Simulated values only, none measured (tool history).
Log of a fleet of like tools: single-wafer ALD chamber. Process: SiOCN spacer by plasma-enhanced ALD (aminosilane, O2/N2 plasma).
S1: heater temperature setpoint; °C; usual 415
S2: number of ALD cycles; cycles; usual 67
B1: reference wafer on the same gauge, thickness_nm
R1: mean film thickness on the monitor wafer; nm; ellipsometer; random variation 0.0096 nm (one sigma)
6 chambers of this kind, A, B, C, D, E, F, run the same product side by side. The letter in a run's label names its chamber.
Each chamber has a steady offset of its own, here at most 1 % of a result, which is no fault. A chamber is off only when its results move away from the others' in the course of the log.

{"run": "1C", "day": 0.262, "S1": 415, "S2": 67, "B1": 3.9043, "R1": 3.8962}
{"run": "2E", "day": 0.496, "S1": 415, "S2": 67, "B1": 3.8998, "R1": 3.8526}
{"run": "3B", "day": 0.717, "S1": 415, "S2": 67, "B1": 3.8983, "R1": 3.8507}
{"run": "4D", "day": 0.938, "S1": 415, "S2": 67, "B1": 3.8991, "R1": 3.8752}
{"run": "5A", "day": 1.2, "S1": 415, "S2": 67, "B1": 3.899, "R1": 3.8645}
{"run": "6F", "day": 1.438, "S1": 415, "S2": 67, "B1": 3.9002, "R1": 3.8546}
{"run": "7A", "day": 1.746, "S1": 422, "S2": 55, "B1": 3.9, "R1": 3.1045}
{"run": "8F", "day": 2.029, "S1": 422, "S2": 55, "B1": 3.902, "R1": 3.0936}
{"run": "9E", "day": 2.171, "S1": 422, "S2": 55, "B1": 3.8997, "R1": 3.1102}
{"run": "10D", "day": 2.471, "S1": 422, "S2": 55, "B1": 3.9004, "R1": 3.1117}
{"run": "11C", "day": 2.771, "S1": 422, "S2": 55, "B1": 3.9027, "R1": 3.1174}
{"run": "12B", "day": 2.929, "S1": 422, "S2": 55, "B1": 3.8999, "R1": 3.0936}
{"run": "13D", "day": 3.129, "S1": 415, "S2": 67, "B1": 3.9017, "R1": 3.8602}
{"run": "14E", "day": 3.342, "S1": 426, "S2": 61, "B1": 3.9007, "R1": 3.4135}
{"run": "15A", "day": 3.621, "S1": 426, "S2": 61, "B1": 3.9006, "R1": 3.379}
{"run": "16C", "day": 3.846, "S1": 426, "S2": 61, "B1": 3.8994, "R1": 3.4175}
{"run": "17F", "day": 4.146, "S1": 426, "S2": 61, "B1": 3.9008, "R1": 3.3992}
{"run": "18B", "day": 4.371, "S1": 426, "S2": 61, "B1": 3.8972, "R1": 3.3917}
{"run": "19C", "day": 4.517, "S1": 426, "S2": 61, "B1": 3.9011, "R1": 3.4139}
{"run": "20F", "day": 4.712, "S1": 415, "S2": 67, "B1": 3.9005, "R1": 3.8895}
{"run": "21A", "day": 5.017, "S1": 415, "S2": 67, "B1": 3.9013, "R1": 3.8697}
{"run": "22B", "day": 5.262, "S1": 415, "S2": 67, "B1": 3.9011, "R1": 3.8541}
{"run": "23E", "day": 5.4, "S1": 415, "S2": 67, "B1": 3.8957, "R1": 3.8625}
{"run": "24D", "day": 5.629, "S1": 415, "S2": 67, "B1": 3.9004, "R1": 3.8535}
{"run": "25D", "day": 5.767, "S1": 415, "S2": 67, "B1": 3.899, "R1": 3.877}
{"run": "26C", "day": 5.975, "S1": 415, "S2": 67, "B1": 3.9007, "R1": 3.8958}
{"run": "27E", "day": 6.2, "S1": 415, "S2": 67, "B1": 3.8993, "R1": 3.8655}
{"run": "28B", "day": 6.392, "S1": 415, "S2": 67, "B1": 3.901, "R1": 3.8355}
{"run": "29F", "day": 6.696, "S1": 415, "S2": 67, "B1": 3.8991, "R1": 3.8602}
{"run": "30A", "day": 6.871, "S1": 408, "S2": 56, "B1": 3.8999, "R1": 3.3004}
{"run": "31C", "day": 7.104, "S1": 408, "S2": 56, "B1": 3.8986, "R1": 3.3253}
{"run": "32F", "day": 7.396, "S1": 408, "S2": 56, "B1": 3.9016, "R1": 3.3069}
{"run": "33A", "day": 7.696, "S1": 408, "S2": 56, "B1": 3.9001, "R1": 3.3088}
{"run": "34E", "day": 7.992, "S1": 408, "S2": 56, "B1": 3.9008, "R1": 3.3058}
{"run": "35D", "day": 8.192, "S1": 408, "S2": 56, "B1": 3.8984, "R1": 3.3107}
{"run": "36B", "day": 8.492, "S1": 415, "S2": 67, "B1": 3.9005, "R1": 3.858}
{"run": "37E", "day": 8.7, "S1": 415, "S2": 67, "B1": 3.8981, "R1": 3.8623}
{"run": "38F", "day": 8.971, "S1": 415, "S2": 67, "B1": 3.9013, "R1": 3.8626}
{"run": "39D", "day": 9.2, "S1": 415, "S2": 67, "B1": 3.8998, "R1": 3.8566}
{"run": "40C", "day": 9.371, "S1": 415, "S2": 67, "B1": 3.8975, "R1": 3.9111}
{"run": "41B", "day": 9.662, "S1": 415, "S2": 67, "B1": 3.9007, "R1": 3.8493}
{"run": "42A", "day": 9.879, "S1": 415, "S2": 67, "B1": 3.901, "R1": 3.8581}
{"run": "43B", "day": 10.017, "S1": 415, "S2": 67, "B1": 3.8987, "R1": 3.8647}
{"run": "44F", "day": 10.192, "S1": 415, "S2": 67, "B1": 3.8969, "R1": 3.8459}

What goes on in this fleet: one chamber off, a drifting gauge, or nothing beyond the chambers' own small offsets? Name the chamber and the cause, if any.

No chamber stands off beyond its own small offset, and the gauge holds steady.

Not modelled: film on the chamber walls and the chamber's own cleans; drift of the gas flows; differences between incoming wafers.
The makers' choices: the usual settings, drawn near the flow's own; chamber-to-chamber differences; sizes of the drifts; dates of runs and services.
